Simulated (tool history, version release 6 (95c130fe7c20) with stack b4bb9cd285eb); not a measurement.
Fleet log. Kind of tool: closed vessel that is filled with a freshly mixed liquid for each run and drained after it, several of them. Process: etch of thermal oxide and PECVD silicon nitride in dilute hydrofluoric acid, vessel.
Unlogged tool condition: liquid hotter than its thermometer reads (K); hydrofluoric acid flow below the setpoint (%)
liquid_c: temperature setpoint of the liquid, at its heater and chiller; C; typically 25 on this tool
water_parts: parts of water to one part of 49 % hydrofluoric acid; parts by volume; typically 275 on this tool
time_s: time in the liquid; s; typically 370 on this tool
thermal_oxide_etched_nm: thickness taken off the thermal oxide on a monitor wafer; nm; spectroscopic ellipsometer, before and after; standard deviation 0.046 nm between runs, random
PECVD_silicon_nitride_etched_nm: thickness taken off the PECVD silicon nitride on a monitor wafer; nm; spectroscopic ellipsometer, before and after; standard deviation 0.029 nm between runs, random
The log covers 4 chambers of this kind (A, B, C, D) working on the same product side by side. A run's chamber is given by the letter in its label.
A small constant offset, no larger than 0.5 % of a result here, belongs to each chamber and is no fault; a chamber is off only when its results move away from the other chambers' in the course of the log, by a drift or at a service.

run   hour  liquid_c  water_parts  time_s  hours since the thermometer was replaced  hours since the hydrofluoric acid flow meter was replaced  read-back film thickness of the thermal oxide reference wafer, read on the same gauge (nm)  read-back film thickness of the PECVD silicon nitride reference wafer, read on the same gauge (nm)  thermal_oxide_etched_nm  PECVD_silicon_nitride_etched_nm
 1A    4.4        25          275     370                                     615.1                                                      230.7                                                                                         130                                                                                              50.007                   5.4086                           7.2652
 2C    9.4        25          275     370                                     646.5                                                     1421.7                                                                                      129.99                                                                                              49.995                   5.4313                           7.3224
 3B   14.9        25          275     370                                     869.7                                                      350.9                                                                                      130.03                                                                                              50.024                   5.3833                           7.3263
 4D     19        25          275     370                                     414.3                                                     1124.4                                                                                      130.01                                                                                              49.995                   5.4877                           7.2405
 5C   23.2        25          275     370                                     660.3                                                     1435.5                                                                                      129.97                                                                                              49.956                   5.3871                           7.3352
 6A   26.2      28.5          275     485                                     636.9                                                      252.5                                                                                      129.94                                                                                              50.024                    7.967                           11.722
 7D   29.6      28.5          275     485                                     424.9                                                       1135                                                                                      129.99                                                                                              50.024                   7.9378                           11.821
 8B   34.2      28.5          275     485                                       889                                                      370.2                                                                                      129.95                                                                                              50.014                   7.8633                           11.766
 9C   37.6      28.5          275     485                                     674.7                                                     1449.9                                                                                      130.03                                                                                              49.995                   7.9872                           11.875
10A   42.8        25          275     370                                     653.5                                                      269.1                                                                                      130.04                                                                                               50.02                   5.4626                           7.2509
11D   47.7        25          275     370                                       443                                                     1153.1                                                                                      129.99                                                                                              49.953                   5.4009                           7.2976
12B   52.3        25          275     370                                     907.1                                                      388.3                                                                                      129.95                                                                                              49.969                    5.451                           7.3263
13A     55        25          275     370                                     665.7                                                      281.3                                                                                      129.95                                                                                              49.967                   5.3301                           7.2451
14B   60.1        25          405     370                                     914.9                                                      396.1                                                                                      129.98                                                                                              50.022                   3.2494                           4.9346
15C   65.1        25          405     370                                     702.2                                                     1477.4                                                                                      130.02                                                                                              50.001                   3.2759                           5.0048
16D   69.7        25          405     370                                       465                                                     1175.1                                                                                      130.02                                                                                              49.992                   3.2171                           4.9113
17B     73        25          405     370                                     927.8                                                        409                                                                                         130                                                                                              49.966                   3.2276                            4.924
18C   77.3        25          275     370                                     714.4                                                     1489.6                                                                                      130.02                                                                                              50.019                   5.2917                           7.3472
19A   80.5        25          275     370                                     691.2                                                      306.8                                                                                      130.01                                                                                              50.009                   5.3787                           7.2793
20D   84.9        25          275     370                                     480.2                                                     1190.3                                                                                      129.97                                                                                              49.976                   5.3952                           7.1765
21C   88.8        25          275     370                                     725.9                                                     1501.1                                                                                      130.01                                                                                              50.039                   5.4349                           7.3685
22B   92.4        25          275     370                                     947.2                                                      428.4                                                                                      129.97                                                                                              50.042                   5.3442                           7.3265
23A   94.8      28.5          275     275                                     705.5                                                      321.1                                                                                      129.97                                                                                               50.04                   4.5195                           6.6627
24D   98.7      28.5          275     275                                       494                                                     1204.1                                                                                      129.97                                                                                              50.008                   4.3715                           6.5766
25C  102.8      28.5          275     275                                     739.9                                                     1515.1                                                                                      129.99                                                                                              50.017                   4.5364                           6.7229
26B  106.8      28.5          275     275                                     961.6                                                      442.8                                                                                      130.03                                                                                              50.002                   4.5581                           6.7471
27A  111.3        25          275     370                                       722                                                      337.6                                                                                      130.01                                                                                               50.01                   5.3441                           7.2254
28D  114.3        25          275     370                                     509.6                                                     1219.7                                                                                         130                                                                                              49.989                   5.2404                           7.1084
29A    117        29          275     370                                     727.7                                                      343.3                                                                                      130.04                                                                                              50.012                   6.1777                           9.1923
30D    121        29          275     370                                     516.3                                                     1226.4                                                                                      130.03                                                                                              50.022                   5.9645                           9.0511
31B  126.5        29          275     370                                     981.3                                                      462.5                                                                                      129.96                                                                                              50.006                   6.1207                           9.2611
32C  128.9        29          275     370                                       766                                                     1541.2                                                                                      130.05                                                                                              49.991                   6.1339                             9.27
33A  132.6        23          220     370                                     743.3                                                      358.9                                                                                         130                                                                                              49.992                   6.6646                           8.0217
34B  135.5        23          220     370                                     990.3                                                      471.5                                                                                      129.94                                                                                              50.023                   6.6991                           8.1116
35C  140.8        23          220     370                                     777.9                                                     1553.1                                                                                      130.03                                                                                              50.018                   6.6581                           8.1199
36D  145.5        23          220     370                                     540.8                                                     1250.9                                                                                      129.98                                                                                              50.018                   6.4134                           7.7481
37B  149.1        25          275     370                                    1003.9                                                      485.1                                                                                      130.03                                                                                              50.009                   5.3447                           7.3215
38C  152.8        25          275     370                                     789.9                                                     1565.1                                                                                      129.97                                                                                              50.025                   5.3772                           7.3169
39D  157.2        28          275     285                                     552.5                                                     1262.6                                                                                         130                                                                                              49.997                    4.326                           6.4662
40A  162.7        28          275     285                                     773.4                                                        389                                                                                      130.01                                                                                              50.013                   4.6238                           6.6861

Decide between three cases: one chamber stands off from its peers, the gauge reading all wafers drifts, or nothing is wrong past each chamber's small offset. Where a chamber is off, say which and what most likely put it there.

It is chamber D that slowly wanders off from its peers.
What lies behind it: hydrofluoric acid flow below the setpoint (%) = 4.59.

Here are 4 candidates for chamber D's next run, each the usual settings with a change, their results left as question marks. Which one brings its results back in line with what the others give on the usual settings?
A result is in line if it is within this distance of the other chambers' mean on the usual settings: thermal_oxide_etched_nm 0.16 nm; PECVD_silicon_nitride_etched_nm 0.1 nm
41D-1  166.7        25          265     375                                                                                                                                                                                                                                                                                                                             ?                                ?
41D-2  166.7        25          280     365                                                                                                                                                                                                                                                                                                                             ?                                ?
41D-3  166.7        25          285     365                                                                                                                                                                                                                                                                                                                             ?                                ?
41D-4  166.7        25          270     375                                                                                                                                                                                                                                                                                                                             ?                                ?

On the usual settings, the other chambers give on average: thermal_oxide_etched_nm 5.4119 nm; PECVD_silicon_nitride_etched_nm 7.3156 nm
  run  thermal_oxide_etched_nm  PECVD_silicon_nitride_etched_nm
41D-1                   5.3695                           7.3149
41D-2                   4.8633                           6.7339
41D-3                   4.7514                           6.6143
41D-4                   5.2402                           7.1778
Change 41D-1 lands the chamber within the allowed miss of the other chambers.
